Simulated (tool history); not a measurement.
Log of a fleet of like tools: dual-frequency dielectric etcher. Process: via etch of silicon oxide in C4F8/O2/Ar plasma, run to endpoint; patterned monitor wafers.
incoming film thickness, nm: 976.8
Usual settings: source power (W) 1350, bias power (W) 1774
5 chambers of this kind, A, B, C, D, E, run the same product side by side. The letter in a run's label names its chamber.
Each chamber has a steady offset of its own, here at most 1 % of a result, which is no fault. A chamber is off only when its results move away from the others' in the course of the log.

run 1C hour=13.1 | source_power_(W)=1350 bias_power_(W)=1774 | endpoint_time_(s)=232.27
run 2E hour=25.1 | source_power_(W)=1350 bias_power_(W)=1774 | endpoint_time_(s)=235.63
run 3A hour=32 | source_power_(W)=1350 bias_power_(W)=1774 | endpoint_time_(s)=233.22
run 4D hour=45.2 | source_power_(W)=1350 bias_power_(W)=1774 | endpoint_time_(s)=230.06
run 5B hour=59.8 | source_power_(W)=1350 bias_power_(W)=1774 | endpoint_time_(s)=233.13
run 6E hour=72.6 | source_power_(W)=1670 bias_power_(W)=1920 | endpoint_time_(s)=211.54
run 7A hour=83.4 | source_power_(W)=1670 bias_power_(W)=1920 | endpoint_time_(s)=208.71
run 8B hour=96.7 | source_power_(W)=1670 bias_power_(W)=1920 | endpoint_time_(s)=209.49
-- hour=98.7 chamber E: wet clean of the chamber
run 9D hour=109.5 | source_power_(W)=1670 bias_power_(W)=1920 | endpoint_time_(s)=209.53
run 10C hour=117.1 | source_power_(W)=1670 bias_power_(W)=1920 | endpoint_time_(s)=206.62
run 11C hour=129.7 | source_power_(W)=1350 bias_power_(W)=1774 | endpoint_time_(s)=232.73
-- hour=136.5 chamber D: wet clean of the chamber
run 12B hour=144.9 | source_power_(W)=1350 bias_power_(W)=1774 | endpoint_time_(s)=232.05
run 13D hour=156.8 | source_power_(W)=1350 bias_power_(W)=1774 | endpoint_time_(s)=231.39
run 14E hour=170.3 | source_power_(W)=1490 bias_power_(W)=2178 | endpoint_time_(s)=210.31
run 15A hour=183.5 | source_power_(W)=1490 bias_power_(W)=2178 | endpoint_time_(s)=210.47
run 16A hour=197 | source_power_(W)=1490 bias_power_(W)=2178 | endpoint_time_(s)=211.59
run 17B hour=204.4 | source_power_(W)=1490 bias_power_(W)=2178 | endpoint_time_(s)=212.94
run 18C hour=214 | source_power_(W)=1490 bias_power_(W)=2178 | endpoint_time_(s)=207.61
run 19E hour=222.7 | source_power_(W)=1350 bias_power_(W)=1774 | endpoint_time_(s)=235.49
run 20D hour=238 | source_power_(W)=1350 bias_power_(W)=1774 | endpoint_time_(s)=229.22
run 21A hour=249.5 | source_power_(W)=1350 bias_power_(W)=1774 | endpoint_time_(s)=234.66
run 22D hour=261.8 | source_power_(W)=1350 bias_power_(W)=1774 | endpoint_time_(s)=230.74
-- hour=267.6 chamber B: wet clean of the chamber
run 23C hour=270.8 | source_power_(W)=1350 bias_power_(W)=1774 | endpoint_time_(s)=227.61
run 24B hour=279.5 | source_power_(W)=1350 bias_power_(W)=1774 | endpoint_time_(s)=234.98
run 25E hour=286.5 | source_power_(W)=1350 bias_power_(W)=1774 | endpoint_time_(s)=235.24
run 26C hour=297.7 | source_power_(W)=1550 bias_power_(W)=1910 | endpoint_time_(s)=210.06
run 27E hour=309.9 | source_power_(W)=1550 bias_power_(W)=1910 | endpoint_time_(s)=216.68
run 28A hour=324.3 | source_power_(W)=1550 bias_power_(W)=1910 | endpoint_time_(s)=218.79
run 29B hour=336.8 | source_power_(W)=1550 bias_power_(W)=1910 | endpoint_time_(s)=215.69
run 30D hour=344.1 | source_power_(W)=1550 bias_power_(W)=1910 | endpoint_time_(s)=215.07
run 31E hour=357.9 | source_power_(W)=1350 bias_power_(W)=1774 | endpoint_time_(s)=233.72
run 32C hour=371.8 | source_power_(W)=1350 bias_power_(W)=1774 | endpoint_time_(s)=224.91
run 33B hour=378.9 | source_power_(W)=1350 bias_power_(W)=1774 | endpoint_time_(s)=232.21
run 34A hour=388.6 | source_power_(W)=1350 bias_power_(W)=1774 | endpoint_time_(s)=234.03
run 35D hour=400.2 | source_power_(W)=1350 bias_power_(W)=1774 | endpoint_time_(s)=230.71
run 36A hour=412.1 | source_power_(W)=1350 bias_power_(W)=1774 | endpoint_time_(s)=233.04
run 37C hour=418.9 | source_power_(W)=1350 bias_power_(W)=1441 | endpoint_time_(s)=239.12
run 38B hour=426.7 | source_power_(W)=1350 bias_power_(W)=1441 | endpoint_time_(s)=248.73
run 39D hour=436.5 | source_power_(W)=1350 bias_power_(W)=1441 | endpoint_time_(s)=242.19
run 40E hour=445.7 | source_power_(W)=1350 bias_power_(W)=1441 | endpoint_time_(s)=249.47
run 41E hour=458.9 | source_power_(W)=1350 bias_power_(W)=1441 | endpoint_time_(s)=246.35

All 5 chambers run these settings next. Forecast each chamber's results:
run 42A hour=470 | source_power_(W)=1350 bias_power_(W)=2177 | endpoint_time_(s)=?
run 42B hour=470 | source_power_(W)=1350 bias_power_(W)=2177 | endpoint_time_(s)=?
run 42C hour=470 | source_power_(W)=1350 bias_power_(W)=2177 | endpoint_time_(s)=?
run 42D hour=470 | source_power_(W)=1350 bias_power_(W)=2177 | endpoint_time_(s)=?
run 42E hour=470 | source_power_(W)=1350 bias_power_(W)=2177 | endpoint_time_(s)=?

run=42A endpoint_time_(s)=220.98
run=42B endpoint_time_(s)=220.55
run=42C endpoint_time_(s)=210.12
run=42D endpoint_time_(s)=217.7
run=42E endpoint_time_(s)=221.86
